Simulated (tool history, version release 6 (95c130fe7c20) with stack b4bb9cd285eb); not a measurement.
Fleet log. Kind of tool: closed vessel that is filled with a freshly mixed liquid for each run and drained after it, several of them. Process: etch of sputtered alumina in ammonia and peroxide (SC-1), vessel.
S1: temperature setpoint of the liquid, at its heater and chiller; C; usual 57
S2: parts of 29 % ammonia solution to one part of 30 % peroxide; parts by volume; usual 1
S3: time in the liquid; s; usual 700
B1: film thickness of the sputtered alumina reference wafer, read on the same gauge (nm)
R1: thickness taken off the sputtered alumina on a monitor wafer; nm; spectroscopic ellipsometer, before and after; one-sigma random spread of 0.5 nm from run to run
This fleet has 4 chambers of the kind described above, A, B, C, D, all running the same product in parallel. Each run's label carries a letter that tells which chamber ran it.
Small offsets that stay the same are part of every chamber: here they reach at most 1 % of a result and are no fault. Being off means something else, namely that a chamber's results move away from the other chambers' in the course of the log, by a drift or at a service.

{"run": "1A", "hour": 7.5, "S1": 57, "S2": 1, "S3": 700, "B1": 130, "R1": 50.04}
{"run": "2B", "hour": 14.9, "S1": 57, "S2": 1, "S3": 700, "B1": 129.97, "R1": 50.469}
{"run": "3D", "hour": 21.8, "S1": 57, "S2": 1, "S3": 700, "B1": 129.97, "R1": 50.935}
{"run": "4C", "hour": 30.3, "S1": 57, "S2": 1, "S3": 700, "B1": 129.97, "R1": 50.647}
{"run": "5A", "hour": 42.5, "S1": 57, "S2": 1, "S3": 700, "B1": 130.03, "R1": 49.86}
{"run": "6B", "hour": 55.8, "S1": 57, "S2": 1, "S3": 700, "B1": 129.99, "R1": 50.293}
{"run": "7D", "hour": 66.5, "S1": 57, "S2": 1, "S3": 700, "B1": 130.01, "R1": 49.07}
{"run": "8C", "hour": 74.5, "S1": 57, "S2": 1, "S3": 700, "B1": 130.01, "R1": 49.666}
{"run": "9C", "hour": 86.8, "S1": 57, "S2": 1, "S3": 700, "B1": 130, "R1": 50.637}
{"run": "10A", "hour": 96.3, "S1": 57, "S2": 1, "S3": 700, "B1": 130.02, "R1": 50.299}
{"run": "11B", "hour": 105.2, "S1": 57, "S2": 1, "S3": 700, "B1": 130.03, "R1": 50.586}
{"run": "12D", "hour": 120.0, "S1": 57, "S2": 1, "S3": 700, "B1": 130, "R1": 48.42}
{"run": "13D", "hour": 130.3, "S1": 57, "S2": 1, "S3": 700, "B1": 130, "R1": 48.101}
{"run": "14C", "hour": 139.0, "S1": 57, "S2": 1, "S3": 700, "B1": 130.04, "R1": 50.268}
{"run": "15A", "hour": 149.2, "S1": 57, "S2": 1, "S3": 700, "B1": 130.01, "R1": 49.546}
{"run": "16B", "hour": 159.1, "S1": 57, "S2": 1, "S3": 700, "B1": 130.03, "R1": 50.233}
{"run": "17B", "hour": 174.4, "S1": 57, "S2": 1, "S3": 700, "B1": 130.02, "R1": 49.643}
{"run": "18D", "hour": 181.5, "S1": 64.5, "S2": 1, "S3": 475, "B1": 129.99, "R1": 47.361}
{"hour": 185.2, "done": "chamber C: ammonia flow meter replaced"}
{"run": "19A", "hour": 196.7, "S1": 64.5, "S2": 1, "S3": 475, "B1": 130, "R1": 49.913}
{"hour": 211.6, "done": "chamber B: thermometer replaced"}
{"run": "20C", "hour": 211.8, "S1": 64.5, "S2": 1, "S3": 475, "B1": 130, "R1": 51.839}
{"run": "21B", "hour": 223.4, "S1": 64.5, "S2": 1, "S3": 475, "B1": 130, "R1": 50.004}
{"run": "22A", "hour": 234.2, "S1": 57, "S2": 1, "S3": 700, "B1": 129.97, "R1": 49.607}
{"hour": 248.2, "done": "chamber C: new drum of ammonia solution connected"}
{"run": "23D", "hour": 249.0, "S1": 57, "S2": 1, "S3": 700, "B1": 129.99, "R1": 47.16}
{"run": "24C", "hour": 256.9, "S1": 57, "S2": 1, "S3": 700, "B1": 130, "R1": 50.494}
{"hour": 265.2, "done": "chamber C: thermometer replaced"}
{"run": "25B", "hour": 269.5, "S1": 50, "S2": 1, "S3": 700, "B1": 129.98, "R1": 34.923}
{"run": "26A", "hour": 283.9, "S1": 50, "S2": 1, "S3": 700, "B1": 130, "R1": 35.231}
{"run": "27D", "hour": 295.6, "S1": 50, "S2": 1, "S3": 700, "B1": 130.04, "R1": 31.589}
{"run": "28C", "hour": 304.4, "S1": 50, "S2": 1, "S3": 700, "B1": 130, "R1": 35.193}
{"run": "29A", "hour": 313.7, "S1": 57, "S2": 1, "S3": 700, "B1": 129.98, "R1": 50.491}
{"run": "30D", "hour": 324.4, "S1": 57, "S2": 1, "S3": 700, "B1": 129.98, "R1": 44.793}
{"run": "31C", "hour": 334.2, "S1": 57, "S2": 1, "S3": 700, "B1": 130, "R1": 50.511}

What goes on in this fleet: one chamber off, a drifting gauge, or nothing beyond the chambers' own small offsets? Name the chamber and the cause, if any.

Chamber D drifts away from the others.
What lies behind it: liquid colder than its thermometer reads (K) = 2.21.

Chamber D could run next with any of the 4 candidate recipes listed below; each alters the usual settings, and their results appear as question marks. Which one brings its results back in line with what the other chambers deliver on the usual settings?
A result is in line if it is within this distance of the other chambers' mean on the usual settings: R1 1.7 nm
{"run": "32D-1", "hour": 345.5, "S1": 58.5, "S2": 1, "S3": 770, "R1": "?"}
{"run": "32D-2", "hour": 345.5, "S1": 57, "S2": 1, "S3": 785, "R1": "?"}
{"run": "32D-3", "hour": 345.5, "S1": 55.5, "S2": 1, "S3": 630, "R1": "?"}
{"run": "32D-4", "hour": 345.5, "S1": 57, "S2": 1, "S3": 615, "R1": "?"}

Average result of the remaining chambers running the usual settings: R1 50.361 nm
run=32D-1 R1=53.034
run=32D-2 R1=49.997
run=32D-3 R1=37.074
run=32D-4 R1=39.169
32D-2 brings the chamber back in line.
